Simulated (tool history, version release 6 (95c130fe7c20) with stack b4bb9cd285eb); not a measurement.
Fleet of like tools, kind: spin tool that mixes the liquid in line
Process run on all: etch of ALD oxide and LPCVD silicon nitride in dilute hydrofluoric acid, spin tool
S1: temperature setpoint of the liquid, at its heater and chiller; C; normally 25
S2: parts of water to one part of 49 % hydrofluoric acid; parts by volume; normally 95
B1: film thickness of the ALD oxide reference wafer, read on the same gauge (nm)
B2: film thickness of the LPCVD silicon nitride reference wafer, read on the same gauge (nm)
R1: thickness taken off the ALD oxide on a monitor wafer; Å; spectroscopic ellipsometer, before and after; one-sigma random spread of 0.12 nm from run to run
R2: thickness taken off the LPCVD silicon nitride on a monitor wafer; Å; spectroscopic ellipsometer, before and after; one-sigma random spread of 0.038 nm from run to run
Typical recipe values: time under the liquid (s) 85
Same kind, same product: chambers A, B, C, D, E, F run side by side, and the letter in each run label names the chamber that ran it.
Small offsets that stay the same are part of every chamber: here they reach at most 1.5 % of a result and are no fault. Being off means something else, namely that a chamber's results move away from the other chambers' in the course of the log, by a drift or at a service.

Run 1E, day 0.192: usual settings; B1 29.992; B2 89.989. Result: R1 131.84 Å, R2 3.6153 Å.
Run 2F, day 0.396: usual settings; B1 30.01; B2 89.999. Result: R1 133.11 Å, R2 4.6002 Å.
Run 3A, day 0.554: usual settings; B1 29.988; B2 89.992. Result: R1 135.77 Å, R2 4.4855 Å.
Run 4D, day 0.708: usual settings; B1 29.968; B2 90.008. Result: R1 132.25 Å, R2 3.8166 Å.
Run 5C, day 0.954: usual settings; B1 30.039; B2 90.002. Result: R1 132.76 Å, R2 4.4923 Å.
Run 6B, day 1.275: usual settings; B1 30.003; B2 90.003. Result: R1 133.42 Å, R2 4.9859 Å.
Run 7E, day 1.575: usual settings; B1 29.937; B2 89.998. Result: R1 133.75 Å, R2 4.6651 Å.
Run 8C, day 1.854: usual settings; B1 29.979; B2 89.997. Result: R1 133.54 Å, R2 4.2254 Å.
Run 9A, day 2.058: usual settings but S1 27 C, time under the liquid (s) 40; B1 29.99; B2 89.995. Result: R1 68.773 Å, R2 2.3896 Å.
At day 2.179: chamber A: thermometer replaced.
Run 10F, day 2.329: usual settings but S1 27 C, time under the liquid (s) 40; B1 30.007; B2 90.006. Result: R1 67.382 Å, R2 2.5949 Å.
Run 11B, day 2.592: usual settings but S1 27 C, time under the liquid (s) 40; B1 29.97; B2 89.972. Result: R1 67.747 Å, R2 2.1925 Å.
Run 12D, day 2.808: usual settings but S1 27 C, time under the liquid (s) 40; B1 30.02; B2 90.004. Result: R1 66.928 Å, R2 2.4159 Å.
Run 13C, day 2.979: usual settings but S1 27 C, time under the liquid (s) 40; B1 29.978; B2 90. Result: R1 67.406 Å, R2 2.3221 Å.
Run 14B, day 3.225: usual settings but S1 27 C, time under the liquid (s) 40; B1 30.048; B2 90.01. Result: R1 67.703 Å, R2 2.3048 Å.
Run 15A, day 3.538: usual settings; B1 30.022; B2 90.002. Result: R1 134.9 Å, R2 4.3963 Å.
Run 16D, day 3.854: usual settings; B1 29.99; B2 89.996. Result: R1 132.39 Å, R2 4.8315 Å.
Run 17F, day 3.992: usual settings; B1 29.995; B2 89.995. Result: R1 132.07 Å, R2 5.0972 Å.
Run 18E, day 4.258: usual settings; B1 30.009; B2 89.995. Result: R1 131.53 Å, R2 4.6652 Å.
Run 19A, day 4.417: usual settings; B1 30.052; B2 90.005. Result: R1 133.63 Å, R2 4.3219 Å.
Run 20C, day 4.712: usual settings; B1 30.024; B2 90.01. Result: R1 133.06 Å, R2 4.0502 Å.
Run 21E, day 4.888: usual settings; B1 29.986; B2 89.983. Result: R1 129 Å, R2 4.6729 Å.
Run 22F, day 5.2: usual settings but S1 29.5 C, S2 55 parts by volume; B1 29.975; B2 90.002. Result: R1 292.34 Å, R2 11.294 Å.
Run 23D, day 5.508: usual settings but S1 29.5 C, S2 55 parts by volume; B1 29.965; B2 89.997. Result: R1 293.8 Å, R2 10.709 Å.
Run 24B, day 5.788: usual settings but S1 29.5 C, S2 55 parts by volume; B1 30.019; B2 89.992. Result: R1 286.08 Å, R2 9.9718 Å.
Run 25D, day 5.988: usual settings but S1 29.5 C, S2 55 parts by volume; B1 29.983; B2 90.001. Result: R1 294.85 Å, R2 11.96 Å.
Run 26A, day 6.25: usual settings but S1 29.5 C, S2 55 parts by volume; B1 30.009; B2 90.011. Result: R1 300.22 Å, R2 10.809 Å.
Run 27E, day 6.429: usual settings but S1 29.5 C, S2 55 parts by volume; B1 29.995; B2 90.006. Result: R1 295.83 Å, R2 11.571 Å.
Run 28B, day 6.658: usual settings; B1 29.982; B2 89.998. Result: R1 131.68 Å, R2 3.8549 Å.
Run 29C, day 6.925: usual settings; B1 30.005; B2 89.997. Result: R1 132.67 Å, R2 4.71 Å.
Run 30F, day 7.075: usual settings; B1 30.02; B2 89.988. Result: R1 133.91 Å, R2 4.913 Å.
Run 31F, day 7.338: usual settings but S2 75 parts by volume, time under the liquid (s) 55; B1 30.017; B2 89.995. Result: R1 110.35 Å, R2 3.6103 Å.
Run 32D, day 7.575: usual settings but S2 75 parts by volume, time under the liquid (s) 55; B1 30.076; B2 89.991. Result: R1 111.48 Å, R2 3.6298 Å.
Run 33A, day 7.758: usual settings but S2 75 parts by volume, time under the liquid (s) 55; B1 30.06; B2 90.009. Result: R1 112.46 Å, R2 3.5687 Å.
Run 34C, day 8.054: usual settings but S2 75 parts by volume, time under the liquid (s) 55; B1 29.973; B2 89.997. Result: R1 109.55 Å, R2 3.2057 Å.
Run 35E, day 8.321: usual settings but S2 75 parts by volume, time under the liquid (s) 55; B1 30.002; B2 90.004. Result: R1 111.37 Å, R2 3.6677 Å.
Run 36B, day 8.617: usual settings but S2 75 parts by volume, time under the liquid (s) 55; B1 29.99; B2 89.994. Result: R1 111.02 Å, R2 3.0819 Å.
Run 37C, day 8.883: usual settings; B1 29.995; B2 89.99. Result: R1 134.1 Å, R2 5.0142 Å.
Run 38A, day 9.062: usual settings; B1 29.992; B2 90.01. Result: R1 133.41 Å, R2 5.3958 Å.
Run 39E, day 9.358: usual settings; B1 29.989; B2 90. Result: R1 133.82 Å, R2 4.3331 Å.
Run 40D, day 9.608: usual settings; B1 30.004; B2 89.995. Result: R1 133.82 Å, R2 4.2364 Å.
Run 41B, day 9.921: usual settings; B1 29.972; B2 90.016. Result: R1 131.98 Å, R2 4.5609 Å.
Run 42F, day 10.242: usual settings; B1 29.971; B2 89.996. Result: R1 134.59 Å, R2 4.6277 Å.
Run 43A, day 10.558: usual settings; B1 30.012; B2 90.017. Result: R1 135.63 Å, R2 4.1448 Å.
Run 44C, day 10.771: usual settings; B1 30.044; B2 89.983. Result: R1 133.16 Å, R2 4.6296 Å.

Read the log: is a single chamber off, either drifting away or since a service, is the gauge that measures every chamber drifting, or is nothing wrong beyond small per-chamber offsets? Name any odd chamber and what most likely caused it.

The fleet is healthy, with each chamber sitting at its usual small offset and no drift in the gauge.
